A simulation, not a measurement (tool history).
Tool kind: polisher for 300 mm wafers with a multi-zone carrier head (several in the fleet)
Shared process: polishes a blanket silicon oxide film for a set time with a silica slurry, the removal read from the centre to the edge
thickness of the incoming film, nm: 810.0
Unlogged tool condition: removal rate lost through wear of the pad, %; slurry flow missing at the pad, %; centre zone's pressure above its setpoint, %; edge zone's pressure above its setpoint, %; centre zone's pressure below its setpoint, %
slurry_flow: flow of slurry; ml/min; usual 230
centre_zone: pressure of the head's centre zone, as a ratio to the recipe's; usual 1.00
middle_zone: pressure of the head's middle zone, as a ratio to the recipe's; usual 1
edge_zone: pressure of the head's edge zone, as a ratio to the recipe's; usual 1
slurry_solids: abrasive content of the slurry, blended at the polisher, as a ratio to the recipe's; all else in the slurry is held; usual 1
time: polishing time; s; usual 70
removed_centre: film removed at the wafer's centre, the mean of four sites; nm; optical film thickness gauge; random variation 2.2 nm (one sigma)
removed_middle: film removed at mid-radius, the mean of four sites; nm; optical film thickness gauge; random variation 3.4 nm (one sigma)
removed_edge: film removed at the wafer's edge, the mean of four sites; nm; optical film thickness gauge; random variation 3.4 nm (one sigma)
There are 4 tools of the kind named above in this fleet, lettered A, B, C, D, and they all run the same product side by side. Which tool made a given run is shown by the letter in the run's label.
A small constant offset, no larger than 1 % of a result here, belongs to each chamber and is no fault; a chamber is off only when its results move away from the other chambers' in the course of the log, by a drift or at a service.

run	hour	slurry_flow	centre_zone	middle_zone	edge_zone	slurry_solids	time	wafers polished on this pad	hours since the slurry nozzle was cleaned	hours since the centre zone pressure was calibrated	hours since the edge zone pressure was calibrated	removed_centre	removed_middle	removed_edge
# hour 0.1: chamber D: worn pad replaced by a new one
# hour 6.5: chamber A: slurry nozzle cleaned
1B	8.0	230	1.00	1	1	1	70	740	251.8	220.6	87.7	267.57	272.89	270.71
2A	16.1	230	1.00	1	1	1	70	334	9.7	448.9	693.9	268.93	271.90	262.99
3C	27.9	230	1.00	1	1	1	70	990	570.5	1342.1	264.9	264.97	271.36	272.98
4D	42.3	230	1.00	1	1	1	70	236	138.4	836.6	753.7	265.38	273.27	265.60
5C	52.0	230	1.00	1	1	1	70	1125	594.6	1366.2	289.0	267.16	271.55	267.33
6A	62.4	230	1.00	1	1	1	70	594	56.0	495.2	740.2	270.20	271.55	261.87
# hour 65.3: chamber C: worn pad replaced by a new one
7D	71.8	230	1.00	1	1	1	70	402	167.9	866.1	783.2	268.63	266.37	266.68
8B	80.8	230	1.00	1	1	1	70	1148	324.6	293.4	160.5	265.53	268.40	277.72
# hour 83.5: chamber D: edge zone pressure recalibrated
# hour 86.8: chamber D: worn pad replaced by a new one
9D	92.3	285	0.95	1	1	1	70	31	188.4	886.6	8.9	259.81	275.88	265.22
10A	99.4	285	0.95	1	1	1	70	801	93.0	532.2	777.2	262.41	275.30	273.44
# hour 105.8: chamber C: edge zone pressure recalibrated
11C	109.8	285	0.95	1	1	1	70	249	652.4	1424.0	4.1	260.41	278.62	272.87
# hour 116.6: chamber B: worn pad replaced by a new one
12B	122.3	285	0.95	1	1	1	70	32	366.1	334.9	202.0	260.12	274.13	270.59
# hour 122.4: chamber C: centre zone pressure recalibrated
13A	132.8	230	1.00	1	1	1	70	988	126.4	565.6	810.6	265.98	271.35	269.86
# hour 135.8: chamber A: worn pad replaced by a new one
14C	139.9	230	1.00	1	1	1	70	418	682.5	17.6	34.2	252.82	267.19	271.46
15B	151.9	230	1.00	1	1	1	70	198	395.7	364.5	231.6	270.56	272.78	273.31
16D	159.0	230	1.00	1	1	1	70	404	255.1	953.3	75.6	266.84	260.02	266.30
# hour 159.9: chamber B: centre zone pressure recalibrated
17D	170.4	230	1.00	1	1	1	70	468	266.5	964.7	87.0	266.75	268.17	264.99
# hour 173.8: chamber C: slurry nozzle cleaned
18A	177.3	230	1.00	1	1	1	70	232	170.9	610.1	855.1	270.38	268.64	271.64
# hour 182.2: chamber D: worn pad replaced by a new one
19B	185.1	230	1.00	1	1	1	70	384	428.9	25.2	264.8	265.73	267.46	261.30
20C	193.8	230	1.00	1	1	1	70	720	20.0	71.5	88.1	251.89	273.79	272.36
21A	201.7	230	1.00	1	1	1	70	369	195.3	634.5	879.5	269.95	267.02	265.09
22B	210.1	230	1.00	1	1	1	70	524	453.9	50.2	289.8	266.16	265.71	267.97
# hour 210.4: chamber D: slurry nozzle cleaned
23D	224.8	230	1.00	1	1	1	70	239	14.4	1019.1	141.4	269.86	269.73	266.90
24C	238.2	230	1.00	1	1	1	70	969	64.4	115.9	132.5	247.61	268.84	266.21
25B	246.1	230	1.00	1	1	1	47	726	489.9	86.2	325.8	179.30	181.75	183.33
26A	253.1	230	1.00	1	1	1	47	657	246.7	685.9	930.9	179.85	180.83	177.83
27D	264.3	230	1.00	1	1	1	47	460	53.9	1058.6	180.9	180.40	180.12	180.92
28C	274.5	230	1.00	1	1	1	47	1172	100.7	152.2	168.8	168.56	180.86	181.48
# hour 278.8: chamber C: worn pad replaced by a new one
# hour 285.1: chamber A: worn pad replaced by a new one
# hour 286.3: chamber D: worn pad replaced by a new one
29A	287.1	230	1.00	1	1	1	70	11	280.7	719.9	964.9	268.95	267.10	272.01
30C	301.0	230	1.00	1	1	1	70	124	127.2	178.7	195.3	247.09	267.02	269.52
31D	308.1	230	1.00	1	1	1	70	122	97.7	1102.4	224.7	267.29	260.81	271.94
32B	315.0	230	1.00	1	1	1	70	1112	558.8	155.1	394.7	268.00	263.59	265.57
# hour 316.6: chamber B: edge zone pressure recalibrated
# hour 317.1: chamber B: worn pad replaced by a new one
33B	323.5	230	1.00	1	1	1	70	35	567.3	163.6	7.0	270.89	268.49	269.48
34D	330.3	230	1.00	1	1	1	70	246	119.9	1124.6	246.9	268.22	264.33	261.76
35C	341.4	230	1.00	1	1	1	70	351	167.6	219.1	235.7	242.45	266.56	271.86
36A	350.4	230	1.00	1	1	1	70	366	344.0	783.2	1028.2	274.22	265.77	268.47
37D	359.0	230	1.00	1	1	1	70	407	148.6	1153.3	275.6	271.63	269.06	264.61
38C	372.7	230	1.00	1	1	1	70	526	198.9	250.4	267.0	247.79	264.31	268.24
39B	384.5	230	1.00	1	1	1	70	377	628.3	224.6	68.0	267.76	266.44	267.33
40A	399.2	230	1.00	1	1	1	70	639	392.8	832.0	1077.0	265.18	268.31	267.67

The same settings go to every chamber for the next run, one line per chamber below. Forecast the results for each:
41A	409.9	230	1.00	1	1	1	70					?	?	?
41B	409.9	230	1.00	1	1	1	70					?	?	?
41C	409.9	230	1.00	1	1	1	70					?	?	?
41D	409.9	230	1.00	1	1	1	70					?	?	?

run	removed_centre	removed_middle	removed_edge
41A	270.06	266.70	268.48
41B	263.07	263.07	269.77
41C	247.07	271.41	269.43
41D	266.80	269.21	269.18
